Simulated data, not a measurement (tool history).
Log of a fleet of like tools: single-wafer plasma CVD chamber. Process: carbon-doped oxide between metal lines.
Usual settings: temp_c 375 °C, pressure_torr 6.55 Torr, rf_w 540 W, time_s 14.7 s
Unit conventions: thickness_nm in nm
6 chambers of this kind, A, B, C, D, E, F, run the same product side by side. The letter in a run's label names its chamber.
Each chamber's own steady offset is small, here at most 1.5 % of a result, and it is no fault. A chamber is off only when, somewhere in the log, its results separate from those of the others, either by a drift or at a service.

run	hour	temp_c	pressure_torr	rf_w	time_s	read-back reference wafer on the same gauge, thickness_nm	thickness_nm
1B	2.8	375	6.55	540	14.7	73.964	77.653
2E	6.9	375	6.55	540	14.7	73.958	76.457
3F	9.7	375	6.55	540	14.7	73.86	77.191
4A	12.1	375	6.55	540	14.7	73.895	77.865
5D	14.9	375	6.55	540	14.7	73.942	77.717
6C	18	375	6.55	540	14.7	73.911	78.561
7C	20.2	375	6.55	540	14.7	73.946	77.971
8B	24.5	375	6.55	540	14.7	73.893	77.673
9F	28.7	375	6.55	540	14.7	73.939	77.11
10A	30.7	388	6.55	540	14.7	73.916	75.651
11D	33.7	388	6.55	540	14.7	73.907	75.292
# hour 35.2: chamber B: thermocouple changed; heater temperature recalibrated
12E	35.7	388	6.55	540	14.7	73.937	74.307
13E	37.6	388	6.55	540	14.7	73.922	74.326
# hour 38.7: chamber A: thermocouple changed; heater temperature recalibrated
14C	41.2	388	6.55	540	14.7	73.941	76.47
15F	43.9	388	6.55	540	14.7	73.873	75.458
16D	47.7	375	6.55	540	14.7	73.86	77.297
# hour 48.2: chamber B: capacitance manometer re-zeroed and calibrated
17B	50.2	375	6.55	540	14.7	73.885	77.881
18A	54.2	375	6.55	540	14.7	73.818	77.432
19E	58.1	375	6.55	540	14.7	73.919	75.402
20F	60.7	375	6.55	540	14.7	73.9	77.316
21A	63.4	375	6.55	540	14.7	73.891	77.978
22D	65.4	375	6.55	540	14.7	73.922	77.268
23B	67.6	375	6.55	540	14.7	73.901	77.406
24C	70.4	375	6.55	540	14.7	73.902	78.513
25D	74.5	375	6.55	540	14.7	73.929	77.282
26F	76.5	375	6.55	540	14.7	73.88	77.362
27B	79.6	375	6.55	540	14.7	73.925	78.048
28E	83.4	385	6.55	540	13	73.855	64.9
29A	86	385	6.55	540	13	73.889	67.453
30C	89	385	6.55	540	13	73.898	68.135
31A	91	385	6.55	540	13	73.909	67.553
32E	94.1	385	6.55	540	13	73.889	64.691
33C	97.8	385	6.55	540	13	73.942	67.884
34B	100.7	375	6.55	540	16	73.948	84.414
35F	104.8	375	6.55	540	16	73.917	84.097
36D	107.3	375	6.55	540	16	73.957	83.642
37F	110	375	6.55	540	16	73.901	84.248
38E	113	375	6.55	540	16	73.883	80.135

Which is it: a chamber that has drifted or been left off by a service, a gauge drift common to all chambers, or only each chamber's usual small offset? If a chamber is off, name it and its likeliest cause.

Chamber E drifts away from the others.
What lies behind it: delivered RF power below the setpoint (%) = 5.17.

Chamber E could run next with any of the 4 candidate recipes listed below; each alters the usual settings, and their results appear as question marks. Which one brings its results back in line with what the other chambers deliver on the usual settings?
Counts as in line when no further than this from what the other chambers average on the usual settings: thickness_nm 0.72 nm
39E-1	116.1	374	6.64	540	16.3		?
39E-2	116.1	375	6.58	555	15.2		?
39E-3	116.1	375	6.55	540	13.2		?
39E-4	116.1	376	6.46	505	14.7		?

Average result of the remaining chambers running the usual settings: thickness_nm 77.58 nm
run	thickness_nm
39E-1	82.207
39E-2	77.884
39E-3	66.607
39E-4	70.659
39E-2 is the one that brings the chamber's results back in line with the other chambers.
